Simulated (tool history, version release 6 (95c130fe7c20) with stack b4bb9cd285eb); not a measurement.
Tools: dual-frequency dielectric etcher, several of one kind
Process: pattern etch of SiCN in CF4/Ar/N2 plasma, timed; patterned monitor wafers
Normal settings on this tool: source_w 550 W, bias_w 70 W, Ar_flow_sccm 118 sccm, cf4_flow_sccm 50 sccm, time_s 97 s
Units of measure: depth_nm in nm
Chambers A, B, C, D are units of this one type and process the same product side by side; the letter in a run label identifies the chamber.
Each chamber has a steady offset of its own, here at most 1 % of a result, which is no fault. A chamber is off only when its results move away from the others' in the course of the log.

run,hour,source_w,bias_w,Ar_flow_sccm,cf4_flow_sccm,time_s,hours since the last wet clean,hours since the last source power generator calibration,hours since the last bias power generator calibration,hours since the last Ar flow controller change,hours since the last CF4 flow controller change,"read-back reference wafer on the same gauge, depth_nm",depth_nm
1A,9.2,550,70,118,50,97,294.5,771.2,124.1,2547.5,3467.7,101.83,91.68
2C,14.6,550,70,118,50,97,246.8,393.8,2882.2,2435.2,445.3,101.91,90.937
3D,22.7,550,70,118,50,97,584.1,2598.9,3734.3,2582.2,1526.8,101.89,90.806
# hour 29.9: chamber C: bias power generator calibrated
4B,32.9,550,70,118,50,97,114.6,3770.4,2019.6,2990.5,1416,101.88,91.495
5C,40.7,550,70,118,50,97,272.9,419.9,10.9,2461.3,471.4,101.9,90.888
6A,48.9,550,70,118,50,97,334.2,810.9,163.8,2587.2,3507.4,101.9,91.924
7D,54.5,470,70,118,55,97,615.9,2630.7,3766.1,2614,1558.6,101.96,80.604
8B,60.3,470,70,118,55,97,142,3797.8,2047,3017.9,1443.4,102,81.429
# hour 61.8: chamber D: wet clean of the chamber
9D,68.3,470,70,118,55,97,6.5,2644.5,3779.9,2627.8,1572.4,102,80.426
10C,73.9,470,70,118,55,97,306.1,453.1,44.1,2494.5,504.6,101.98,80.578
11A,80.1,550,59,118,50,97,365.4,842.1,195,2618.4,3538.6,102.05,86.442
12B,89.8,550,59,118,50,97,171.5,3827.3,2076.5,3047.4,1472.9,102.07,86.225
# hour 95.4: chamber A: CF4 flow controller replaced
13B,98.6,550,59,118,50,97,180.3,3836.1,2085.3,3056.2,1481.7,102.1,86.29
14A,106.9,550,59,118,50,97,392.2,868.9,221.8,2645.2,11.6,102.08,86.462
15D,114.5,550,70,118,50,97,52.7,2690.7,3826.1,2674,1618.6,102.13,91.155
16C,120.7,550,59,118,50,97,352.9,499.9,90.9,2541.3,551.4,102.19,85.729
17C,130.2,550,59,118,50,97,362.4,509.4,100.4,2550.8,560.9,102.21,85.823
18B,136.3,550,59,118,50,97,218,3873.8,2123,3093.9,1519.4,102.21,86.468
19D,146.2,550,59,118,50,97,84.4,2722.4,3857.8,2705.7,1650.3,102.25,85.541
20A,151.9,550,70,103,50,97,437.2,913.9,266.8,2690.2,56.6,102.24,93.901
21C,158.1,550,70,103,50,97,390.3,537.3,128.3,2578.7,588.8,102.31,93.275
22A,165.2,550,70,103,50,97,450.5,927.2,280.1,2703.5,69.9,102.28,94.003
23B,176.7,550,70,103,50,97,258.4,3914.2,2163.4,3134.3,1559.8,102.35,94.242
24D,183.2,550,70,118,50,113,121.4,2759.4,3894.8,2742.7,1687.3,102.35,106.03
25A,189.9,550,70,118,50,113,475.2,951.9,304.8,2728.2,94.6,102.36,107.13
# hour 194.2: chamber D: source power generator calibrated
26C,198.4,550,70,118,50,113,430.6,577.6,168.6,2619,629.1,102.41,106.12
27B,209.7,550,70,118,50,113,291.4,3947.2,2196.4,3167.3,1592.8,102.41,107.39
28D,219.4,550,70,118,50,97,157.6,25.2,3931,2778.9,1723.5,102.41,91.257

What goes on in this fleet: one chamber off, a drifting gauge, or nothing beyond the chambers' own small offsets? Name the chamber and the cause, if any.

The shared gauge is drifting. All chambers look as if they move in step, but none is off.
What lies behind it: gauge reads high (%) = 0.654.
